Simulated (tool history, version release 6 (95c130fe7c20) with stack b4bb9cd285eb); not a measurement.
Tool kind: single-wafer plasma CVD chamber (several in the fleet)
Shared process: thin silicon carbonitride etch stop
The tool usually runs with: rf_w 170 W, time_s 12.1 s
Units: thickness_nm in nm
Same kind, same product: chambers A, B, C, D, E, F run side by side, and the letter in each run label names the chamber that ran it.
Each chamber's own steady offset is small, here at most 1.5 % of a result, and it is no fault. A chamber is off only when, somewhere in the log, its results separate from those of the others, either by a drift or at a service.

run	hour	rf_w	time_s	hours since the last thermocouple change	hours since the last RF generator calibration	read-back reference wafer on the same gauge, thickness_nm	thickness_nm
1E	6.9	170	12.1	170.2	1114	5.5273	6.6278
2C	16.6	170	12.1	824.6	947.5	5.5282	6.6013
3F	25.1	170	12.1	1248.7	1287.1	5.5257	6.6088
4B	31.7	170	12.1	571	363.2	5.5267	6.5536
5A	40.6	170	12.1	1696.9	768.7	5.5225	6.5478
6D	49.3	170	12.1	1856.7	471	5.5242	6.6027
7D	54.8	170	12.1	1862.2	476.5	5.5237	6.6024
8A	62.8	170	12.1	1719.1	790.9	5.5238	6.5437
9B	71.7	170	12.1	611	403.2	5.5217	6.5422
# hour 78.2: chamber A: RF generator calibrated
10F	81.7	170	12.1	1305.3	1343.7	5.5218	6.6042
11E	89.5	170	12.1	252.8	1196.6	5.5194	6.6341
12C	98.6	170	12.1	906.6	1029.5	5.5209	6.57
13C	108.4	150	12.1	916.4	1039.3	5.5178	6.3239
14D	116.2	150	12.1	1923.6	537.9	5.5158	6.3528
15B	121.7	150	12.1	661	453.2	5.5151	6.2777
16A	129.4	150	12.1	1785.7	51.3	5.5151	6.2967
17E	137.5	150	12.1	300.8	1244.6	5.5163	6.3682
18F	148	150	12.1	1371.6	1410	5.5138	6.3449
19A	153.8	170	12.1	1810.1	75.7	5.5114	6.53
20D	160.3	170	12.1	1967.7	582	5.5106	6.5705
21C	166.9	170	12.1	974.9	1097.8	5.5073	6.5425
22F	177.1	170	12.1	1400.7	1439.1	5.5094	6.577
23B	186.3	150	12.1	725.6	517.8	5.5106	6.2486
24E	196.7	150	12.1	360	1303.8	5.5065	6.3614
25B	202	150	12.1	741.3	533.5	5.5061	6.2759
26F	208.9	150	12.1	1432.5	1470.9	5.5088	6.3407
27D	217.1	150	12.1	2024.5	638.8	5.5062	6.3193
28A	222.1	150	12.1	1878.4	144	5.5075	6.2638
29C	229.2	170	12.1	1037.2	1160.1	5.5045	6.5316
30E	239.4	170	12.1	402.7	1346.5	5.5024	6.5941
31B	247.9	170	12.1	787.2	579.4	5.501	6.5092
32C	253.5	185	11.3	1061.5	1184.4	5.5016	6.2515
33A	261.4	185	11.3	1917.7	183.3	5.5025	6.2425
34F	268.7	185	11.3	1492.3	1530.7	5.5013	6.2915
35E	279	185	11.3	442.3	1386.1	5.4964	6.3163
36D	286.5	185	11.3	2093.9	708.2	5.4978	6.2916
37D	291.5	185	11.3	2098.9	713.2	5.4972	6.2706
38B	297.8	170	12.1	837.1	629.3	5.4958	6.5036
39E	306.2	170	12.1	469.5	1413.3	5.4928	6.6036
40A	315.1	170	12.1	1971.4	237	5.4945	6.5017
41C	324.3	170	12.1	1132.3	1255.2	5.4944	6.5395
42F	329.7	150	13.9	1553.3	1591.7	5.4947	7.2607

Next, all 6 chambers run the settings below, one line each with question marks for the results. What does each chamber give?
43A	337.3	170	10.5				?
43B	337.3	170	10.5				?
43C	337.3	170	10.5				?
43D	337.3	170	10.5				?
43E	337.3	170	10.5				?
43F	337.3	170	10.5				?

run	thickness_nm
43A	5.647
43B	5.6534
43C	5.6615
43D	5.7105
43E	5.7169
43F	5.696

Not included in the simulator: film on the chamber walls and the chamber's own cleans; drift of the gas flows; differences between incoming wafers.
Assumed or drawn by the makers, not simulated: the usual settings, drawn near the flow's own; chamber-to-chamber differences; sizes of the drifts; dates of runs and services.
